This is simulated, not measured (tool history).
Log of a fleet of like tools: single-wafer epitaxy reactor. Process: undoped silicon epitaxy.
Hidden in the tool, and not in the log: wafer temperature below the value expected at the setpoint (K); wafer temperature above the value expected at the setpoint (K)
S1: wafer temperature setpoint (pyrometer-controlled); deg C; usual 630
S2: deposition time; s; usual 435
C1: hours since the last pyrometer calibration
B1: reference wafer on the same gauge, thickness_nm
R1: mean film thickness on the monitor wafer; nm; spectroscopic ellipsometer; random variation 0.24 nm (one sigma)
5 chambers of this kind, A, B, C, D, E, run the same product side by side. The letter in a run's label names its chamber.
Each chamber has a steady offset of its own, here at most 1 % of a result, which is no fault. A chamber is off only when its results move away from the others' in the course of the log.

run,hour,S1,S2,C1,B1,R1
1A,11.1,630,435,1017.8,41.977,46.734
2D,23.1,630,435,695.5,41.910,46.598
3E,30.8,630,435,1122.5,41.847,46.351
4C,45.2,630,435,878.6,41.923,46.262
5B,56.5,630,435,367.5,41.924,47.092
6A,70.8,630,435,1077.5,41.965,46.981
7E,84.3,630,435,1176.0,41.865,46.488
8B,99.2,630,406,410.2,41.893,43.796
9D,112.7,630,406,785.1,41.888,43.482
10C,122.8,630,406,956.2,41.942,43.062
11B,136.0,630,406,447.0,41.889,43.902
12E,145.8,630,406,1237.5,41.896,43.234
13A,160.0,630,435,1166.7,41.932,46.887
14C,172.5,630,435,1005.9,41.928,46.350
15D,186.9,630,435,859.3,41.943,46.770
16D,199.1,630,435,871.5,41.915,46.921
17A,210.8,630,435,1217.5,41.868,46.924
18E,220.9,630,435,1312.6,41.899,46.131
19B,235.0,630,435,546.0,41.927,48.226
20C,245.5,630,435,1078.9,41.909,46.611
21A,257.7,630,435,1264.4,41.859,46.468
22D,270.4,630,435,942.8,41.905,47.072
23B,279.4,630,435,590.4,41.897,48.369
24E,287.4,630,435,1379.1,41.904,46.554
25C,302.6,644,406,1136.0,41.885,59.305
26B,310.7,644,406,621.7,41.944,62.028
27E,318.5,644,406,1410.2,41.883,59.542
28A,334.3,644,406,1341.0,41.861,59.534
29D,344.9,644,406,1017.3,41.945,59.941
30C,353.8,630,435,1187.2,41.856,46.392

All 5 chambers run these settings next. Forecast each chamber's results:
31A,365.5,630,435,,,?
31B,365.5,630,435,,,?
31C,365.5,630,435,,,?
31D,365.5,630,435,,,?
31E,365.5,630,435,,,?

run,R1
31A,47.003
31B,48.911
31C,46.385
31D,46.556
31E,46.463
